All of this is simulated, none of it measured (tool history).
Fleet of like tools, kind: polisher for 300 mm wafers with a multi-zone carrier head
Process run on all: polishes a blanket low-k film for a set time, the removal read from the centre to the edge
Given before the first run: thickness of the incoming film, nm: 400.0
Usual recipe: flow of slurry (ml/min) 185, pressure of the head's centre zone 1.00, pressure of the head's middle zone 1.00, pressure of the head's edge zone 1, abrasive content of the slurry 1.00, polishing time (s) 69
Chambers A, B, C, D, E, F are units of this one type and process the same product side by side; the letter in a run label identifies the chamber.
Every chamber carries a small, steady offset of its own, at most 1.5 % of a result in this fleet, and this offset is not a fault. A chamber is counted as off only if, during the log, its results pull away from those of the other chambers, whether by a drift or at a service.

run	hour	flow of slurry (ml/min)	pressure of the head's centre zone	pressure of the head's middle zone	pressure of the head's edge zone	abrasive content of the slurry	polishing time (s)	wafers polished on this pad	hours since the slurry nozzle was cleaned	hours since the centre zone pressure was calibrated	hours since the edge zone pressure was calibrated	film removed at the wafer's centre (nm)	film removed at mid-radius (nm)	film removed at the wafer's edge (nm)
1D	6.9	185	1.00	1.00	1	1.00	69	1165	134.7	36.9	307.2	17.714	17.945	17.910
# hour 8.4: chamber C: worn pad replaced by a new one
# hour 12.2: chamber E: worn pad replaced by a new one
# hour 13.4: chamber A: worn pad replaced by a new one
# hour 16.3: chamber B: worn pad replaced by a new one
# hour 16.6: chamber F: worn pad replaced by a new one
2C	17.5	185	1.00	1.00	1	1.00	69	94	148.3	1043.5	854.9	17.952	17.220	17.741
3B	27.0	185	1.00	1.00	1	1.00	69	110	282.1	590.7	727.6	17.308	17.775	17.846
# hour 29.8: chamber D: worn pad replaced by a new one
4E	35.1	185	1.00	1.00	1	1.00	69	236	630.2	509.3	1039.1	17.520	17.791	17.519
5A	47.0	185	1.00	1.00	1	1.00	69	347	256.9	194.9	1118.0	18.138	17.941	17.727
6F	57.7	140	0.92	1.00	1	1.00	69	424	643.2	805.3	778.1	15.809	16.804	17.035
7D	64.7	140	0.92	1.00	1	1.00	69	360	192.5	94.7	365.0	15.446	17.045	17.357
# hour 72.7: chamber C: worn pad replaced by a new one
8F	74.0	140	0.92	1.00	1	1.00	69	592	659.5	821.6	794.4	15.561	16.763	17.000
9B	84.5	140	0.92	1.00	1	1.00	69	703	339.6	648.2	785.1	15.346	16.836	17.220
10E	91.1	140	0.92	1.00	1	1.00	69	814	686.2	565.3	1095.1	15.303	16.981	17.165
# hour 92.9: chamber A: worn pad replaced by a new one
11A	100.4	140	0.92	1.00	1	1.00	69	78	310.3	248.3	1171.4	15.596	16.964	17.352
# hour 101.9: chamber F: worn pad replaced by a new one
# hour 104.0: chamber A: edge zone pressure recalibrated
# hour 104.7: chamber E: worn pad replaced by a new one
12C	111.6	185	1.00	1.00	1	1.00	69	401	242.4	1137.6	949.0	17.846	17.762	17.583
# hour 115.8: chamber E: centre zone pressure recalibrated
13D	119.5	185	1.00	1.00	1	1.00	69	925	247.3	149.5	419.8	17.796	17.708	17.866
# hour 120.8: chamber B: slurry nozzle cleaned
# hour 121.9: chamber B: worn pad replaced by a new one
14B	127.8	235	1.00	1.00	1	1.25	69	60	7.1	691.5	828.4	19.964	20.052	20.245
# hour 137.9: chamber C: worn pad replaced by a new one
15F	140.2	235	1.00	1.00	1	1.25	69	395	725.7	887.8	860.6	20.558	20.092	20.038
# hour 147.8: chamber F: centre zone pressure recalibrated
16A	149.8	235	1.00	1.00	1	1.25	69	587	359.7	297.7	45.8	20.432	20.531	20.209
# hour 157.7: chamber F: slurry nozzle cleaned
# hour 159.5: chamber D: worn pad replaced by a new one
17C	161.0	235	1.00	1.00	1	1.25	69	239	291.8	1187.0	998.4	20.042	19.969	19.843
18E	166.5	235	1.00	1.00	1	1.25	69	638	761.6	50.8	1170.5	20.146	20.190	19.726
# hour 166.9: chamber A: worn pad replaced by a new one
# hour 174.1: chamber F: worn pad replaced by a new one
19D	177.9	235	1.00	1.00	1	1.25	69	190	305.7	207.9	478.2	19.906	20.293	19.993
# hour 187.1: chamber A: slurry nozzle cleaned
20F	190.0	185	1.00	1.00	1	1.00	69	164	32.3	42.3	910.4	16.124	17.793	17.747
21C	200.4	185	1.00	1.00	1	1.00	69	645	331.2	1226.4	1037.8	17.468	17.869	17.759
# hour 207.1: chamber E: worn pad replaced by a new one
22A	210.9	185	1.00	1.00	1	1.00	69	454	23.8	358.8	106.9	17.832	18.043	17.797
# hour 213.7: chamber C: worn pad replaced by a new one
23B	218.6	185	1.00	1.00	1	1.00	69	997	97.9	782.3	919.2	17.915	17.698	17.786
# hour 223.8: chamber B: worn pad replaced by a new one
24E	225.6	185	1.00	1.00	1	1.00	69	191	820.7	109.9	1229.6	17.586	18.056	17.705
25C	236.7	185	1.00	1.00	1	1.00	69	237	367.5	1262.7	1074.1	17.808	17.782	17.676
# hour 244.5: chamber F: worn pad replaced by a new one
26B	248.5	205	1.00	0.91	1	1.00	69	254	127.8	812.2	949.1	17.865	16.396	18.099
# hour 253.7: chamber A: worn pad replaced by a new one
27E	259.7	205	1.00	0.91	1	1.00	69	542	854.8	144.0	1263.7	17.955	16.714	17.840
28A	271.9	205	1.00	0.91	1	1.00	69	187	84.8	419.8	167.9	18.281	16.386	18.157
# hour 272.4: chamber A: centre zone pressure recalibrated
# hour 278.1: chamber C: worn pad replaced by a new one
29F	279.4	205	1.00	0.91	1	1.00	69	360	121.7	131.7	999.8	16.558	16.598	17.879
# hour 279.8: chamber C: centre zone pressure recalibrated
# hour 285.2: chamber D: slurry nozzle cleaned
30D	287.7	205	1.00	0.91	1	1.00	69	1322	2.6	317.7	588.0	17.833	16.499	18.092
31D	294.8	205	1.00	0.91	1	1.00	69	1395	9.7	324.8	595.1	17.895	16.293	18.192
# hour 304.4: chamber E: worn pad replaced by a new one
32B	305.0	185	1.00	1.00	1	1.00	69	837	184.3	868.7	1005.6	17.687	17.640	17.764
33A	313.8	185	1.00	1.00	1	1.00	69	619	126.7	41.5	209.8	18.235	18.305	17.662
# hour 314.2: chamber F: worn pad replaced by a new one
# hour 321.7: chamber A: worn pad replaced by a new one
34C	324.0	185	1.00	1.00	1	1.00	69	473	454.8	44.2	1161.4	17.590	17.969	17.826
35F	333.4	185	1.00	1.00	1	1.00	69	198	175.7	185.7	1053.8	16.091	18.059	17.679
36E	345.3	185	1.00	1.00	1	1.00	69	421	940.4	229.6	1349.3	17.756	18.043	17.473
37E	352.1	185	1.00	1.00	1	1.00	69	492	947.2	236.4	1356.1	17.593	17.946	17.710
38F	362.0	185	1.00	1.00	1	1.00	69	492	204.3	214.3	1082.4	16.203	17.909	17.797
39A	367.4	185	1.00	1.00	1	1.00	69	471	180.3	95.1	263.4	18.123	18.198	18.001

Which is it: a chamber that has drifted or been left off by a service, a gauge drift common to all chambers, or only each chamber's usual small offset? If a chamber is off, name it and its likeliest cause.

Chamber F came out of a service off from its peers and stayed that way.
Likeliest cause: centre zone's pressure below its setpoint, % = 9.28.

Below are 4 candidate recipes for chamber F's next run, each the usual settings with a change, their results shown as question marks. Which of them brings F's results back in line with what the other chambers give on the usual settings?
To be in line, a result may differ from the other chambers' mean on the usual settings by at most: film removed at the wafer's centre (nm) 0.580; film removed at mid-radius (nm) 0.610; film removed at the wafer's edge (nm) 0.400
40F-1	376.4	180	0.93	1.01	1.02	1.00	68					?	?	?
40F-2	376.4	195	1.12	0.98	0.96	1.00	70					?	?	?
40F-3	376.4	190	1.07	0.99	0.98	1.00	70					?	?	?
40F-4	376.4	175	0.88	1.02	1.04	1.00	68					?	?	?

The other chambers' mean on the usual settings: film removed at the wafer's centre (nm) 17.762; film removed at mid-radius (nm) 17.833; film removed at the wafer's edge (nm) 17.747
run	film removed at the wafer's centre (nm)	film removed at mid-radius (nm)	film removed at the wafer's edge (nm)
40F-1	14.670	17.574	17.633
40F-2	18.809	17.805	17.746
40F-3	17.811	17.904	17.885
40F-4	13.717	17.655	17.757
Change 40F-3 lands the chamber within the allowed miss of the other chambers.
